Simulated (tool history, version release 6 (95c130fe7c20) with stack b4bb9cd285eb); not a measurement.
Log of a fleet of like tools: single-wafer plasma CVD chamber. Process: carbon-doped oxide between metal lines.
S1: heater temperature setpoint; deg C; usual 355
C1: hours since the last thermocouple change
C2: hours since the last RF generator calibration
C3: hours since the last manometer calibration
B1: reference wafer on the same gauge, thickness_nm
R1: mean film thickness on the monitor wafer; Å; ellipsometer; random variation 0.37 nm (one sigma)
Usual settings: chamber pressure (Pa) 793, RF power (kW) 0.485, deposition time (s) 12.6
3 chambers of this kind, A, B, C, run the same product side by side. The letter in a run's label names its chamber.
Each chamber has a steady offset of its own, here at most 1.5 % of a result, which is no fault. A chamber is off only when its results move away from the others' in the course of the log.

Run 1B, hour 3.4: usual settings; C1 394.6; C2 1430.9; C3 1424.4; B1 72.717. Result: R1 645 Å.
Run 2C, hour 9.1: usual settings; C1 3056.6; C2 1580.4; C3 1541.3; B1 72.835. Result: R1 644.72 Å.
Run 3A, hour 12.7: usual settings; C1 557.1; C2 749.7; C3 682.6; B1 72.742. Result: R1 655.81 Å.
Run 4A, hour 19.2: usual settings; C1 563.6; C2 756.2; C3 689.1; B1 72.802. Result: R1 646.71 Å.
Run 5B, hour 24: usual settings; C1 415.2; C2 1451.5; C3 1445; B1 72.585. Result: R1 652.63 Å.
Run 6C, hour 29.6: usual settings; C1 3077.1; C2 1600.9; C3 1561.8; B1 72.774. Result: R1 640.97 Å.
Run 7C, hour 33.5: usual settings; C1 3081; C2 1604.8; C3 1565.7; B1 72.719. Result: R1 651.19 Å.
Run 8B, hour 38.6: usual settings but deposition time (s) 11.5; C1 429.8; C2 1466.1; C3 1459.6; B1 72.738. Result: R1 589.09 Å.
Run 9A, hour 45.3: usual settings but deposition time (s) 11.5; C1 589.7; C2 782.3; C3 715.2; B1 72.722. Result: R1 594.91 Å.
Run 10C, hour 49.9: usual settings but deposition time (s) 11.5; C1 3097.4; C2 1621.2; C3 1582.1; B1 72.686. Result: R1 589.03 Å.
Run 11A, hour 53: usual settings; C1 597.4; C2 790; C3 722.9; B1 72.693. Result: R1 659.3 Å.
Run 12B, hour 56.1: usual settings but chamber pressure (Pa) 723, RF power (kW) 0.56; C1 447.3; C2 1483.6; C3 1477.1; B1 72.727. Result: R1 701.37 Å.
Run 13C, hour 61: usual settings but chamber pressure (Pa) 723, RF power (kW) 0.56; C1 3108.5; C2 1632.3; C3 1593.2; B1 72.608. Result: R1 690.45 Å.
Run 14B, hour 66.8: usual settings but chamber pressure (Pa) 723, RF power (kW) 0.56; C1 458; C2 1494.3; C3 1487.8; B1 72.735. Result: R1 686.61 Å.
Run 15A, hour 73.1: usual settings; C1 617.5; C2 810.1; C3 743; B1 72.662. Result: R1 650.32 Å.
Run 16A, hour 79.4: usual settings; C1 623.8; C2 816.4; C3 749.3; B1 72.752. Result: R1 647.54 Å.
Run 17C, hour 83.8: usual settings; C1 3131.3; C2 1655.1; C3 1616; B1 72.739. Result: R1 645.53 Å.
Run 18B, hour 87.1: usual settings; C1 478.3; C2 1514.6; C3 1508.1; B1 72.699. Result: R1 624.26 Å.
Run 19B, hour 90.6: usual settings; C1 481.8; C2 1518.1; C3 1511.6; B1 72.634. Result: R1 631.63 Å.
Run 20C, hour 94.1: usual settings; C1 3141.6; C2 1665.4; C3 1626.3; B1 72.757. Result: R1 654.08 Å.
Run 21A, hour 99.9: usual settings; C1 644.3; C2 836.9; C3 769.8; B1 72.751. Result: R1 646.99 Å.
Run 22A, hour 103: usual settings but chamber pressure (Pa) 943, deposition time (s) 10.4; C1 647.4; C2 840; C3 772.9; B1 72.738. Result: R1 547.26 Å.
Run 23B, hour 107.7: usual settings but chamber pressure (Pa) 943, deposition time (s) 10.4; C1 498.9; C2 1535.2; C3 1528.7; B1 72.628. Result: R1 517.17 Å.

What goes on in this fleet: one chamber off, a drifting gauge, or nothing beyond the chambers' own small offsets? Name the chamber and the cause, if any.

Chamber B drifts away from the others.
Cause: delivered RF power below the setpoint (%) = 7.68.

Here are 4 candidates for chamber B's next run, each the usual settings with a change, their results left as question marks. Which one brings its results back in line with what the others give on the usual settings?
In line means no further than this from the other chambers' mean on the usual settings: R1 13 Å
Run 24B-1, hour 112.6: usual settings but RF power (kW) 0.43. Result: R1 ?.
Run 24B-2, hour 112.6: usual settings but deposition time (s) 13.8. Result: R1 ?.
Run 24B-3, hour 112.6: usual settings but S1 356 deg C, chamber pressure (Pa) 781, RF power (kW) 0.455. Result: R1 ?.
Run 24B-4, hour 112.6: usual settings but RF power (kW) 0.52. Result: R1 ?.

The other chambers' mean on the usual settings: R1 648.1 Å
  run      R1
24B-1  562.81
24B-2  673.49
24B-3  584.65
24B-4  645.27
24B-4 brings the chamber back in line.
